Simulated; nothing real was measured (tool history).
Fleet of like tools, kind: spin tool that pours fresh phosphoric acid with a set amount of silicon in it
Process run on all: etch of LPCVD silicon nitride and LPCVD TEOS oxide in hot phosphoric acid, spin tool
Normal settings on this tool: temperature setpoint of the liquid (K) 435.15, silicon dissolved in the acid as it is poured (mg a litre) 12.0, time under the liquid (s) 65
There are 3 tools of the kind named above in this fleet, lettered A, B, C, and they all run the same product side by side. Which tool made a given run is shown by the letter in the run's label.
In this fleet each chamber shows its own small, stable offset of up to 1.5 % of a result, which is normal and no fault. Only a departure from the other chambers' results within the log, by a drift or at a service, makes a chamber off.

run    day  temperature setpoint of the liquid (K)  silicon dissolved in the acid as it is poured (mg a litre)  time under the liquid (s)  read-back film thickness of the LPCVD silicon nitride reference wafer, read on the same gauge (nm)  read-back film thickness of the LPCVD TEOS oxide reference wafer, read on the same gauge (nm)  thickness taken off the LPCVD silicon nitride on a monitor wafer (nm)  thickness taken off the LPCVD TEOS oxide on a monitor wafer (nm)
 1B  0.212                                  435.15                                                        12.0                         65                                                                                              70.004                                                                                         50.029                                                                 6.2543                                                           0.42821
 2C  0.350                                  435.15                                                        12.0                         65                                                                                              70.014                                                                                         49.956                                                                 6.3771                                                           0.38809
 3A  0.500                                  435.15                                                        12.0                         65                                                                                              70.008                                                                                         49.974                                                                 6.3031                                                           0.38101
 4B  0.696                                  435.15                                                        12.0                         65                                                                                              69.997                                                                                         49.991                                                                 6.3041                                                           0.39760
 5C  0.871                                  435.15                                                        12.0                         65                                                                                              70.002                                                                                         49.980                                                                 6.3364                                                           0.37700
 6A  0.975                                  435.15                                                        12.0                         65                                                                                              70.019                                                                                         50.027                                                                 6.3089                                                           0.36429
 7A  1.142                                  436.15                                                        12.0                         65                                                                                              69.997                                                                                         49.947                                                                 6.5174                                                           0.39614
 8B  1.262                                  436.15                                                        12.0                         65                                                                                              69.988                                                                                         49.983                                                                 6.4810                                                           0.44253
 9C  1.379                                  436.15                                                        12.0                         65                                                                                              70.008                                                                                         50.020                                                                 6.5882                                                           0.41378
10C  1.542                                  435.15                                                        12.0                         65                                                                                              69.995                                                                                         50.006                                                                 6.3054                                                           0.38895
11A  1.667                                  435.15                                                        19.5                         50                                                                                              69.979                                                                                         50.002                                                                 4.8410                                                           0.23077
12B  1.854                                  435.15                                                        19.5                         50                                                                                              70.015                                                                                         50.002                                                                 4.8348                                                           0.23000
13B  2.083                                  435.15                                                        19.5                         50                                                                                              69.993                                                                                         50.019                                                                 4.8346                                                           0.27477
14A  2.279                                  435.15                                                        12.0                         65                                                                                              70.009                                                                                         49.999                                                                 6.2789                                                           0.36778
15C  2.425                                  435.15                                                        12.0                         65                                                                                              69.977                                                                                         50.036                                                                 6.3310                                                           0.40336
16B  2.579                                  435.15                                                        12.0                         65                                                                                              69.987                                                                                         49.994                                                                 6.2664                                                           0.42721
17A  2.779                                  432.15                                                        12.0                         30                                                                                              69.969                                                                                         49.990                                                                 2.6248                                                           0.15880
18C  2.888                                  432.15                                                        12.0                         30                                                                                              70.004                                                                                         49.993                                                                 2.6658                                                           0.13140
19A  3.021                                  432.15                                                        12.0                         30                                                                                              69.991                                                                                         50.029                                                                 2.6360                                                           0.13870
20C  3.158                                  435.15                                                        12.0                         65                                                                                              69.966                                                                                         50.016                                                                 6.3703                                                           0.36927
21B  3.275                                  435.15                                                        12.0                         65                                                                                              69.997                                                                                         49.983                                                                 6.2484                                                           0.40793
22B  3.429                                  435.15                                                        12.0                         65                                                                                              69.992                                                                                         49.992                                                                 6.2694                                                           0.38893
23C  3.571                                  435.15                                                        12.0                         65                                                                                              69.987                                                                                         50.028                                                                 6.3684                                                           0.37425
24A  3.708                                  435.15                                                        12.0                         65                                                                                              70.001                                                                                         50.029                                                                 6.3031                                                           0.37176
25A  3.879                                  435.15                                                        12.0                         40                                                                                              69.998                                                                                         49.977                                                                 3.8565                                                           0.25674
26B  4.042                                  435.15                                                        12.0                         40                                                                                              69.984                                                                                         50.040                                                                 3.8592                                                           0.23435
27C  4.238                                  435.15                                                        12.0                         40                                                                                              69.973                                                                                         49.995                                                                 3.9326                                                           0.22610

Decide between three cases: one chamber stands off from its peers, the gauge reading all wafers drifts, or nothing is wrong past each chamber's small offset. Where a chamber is off, say which and what most likely put it there.

The fleet is healthy, with each chamber sitting at its usual small offset and no drift in the gauge.
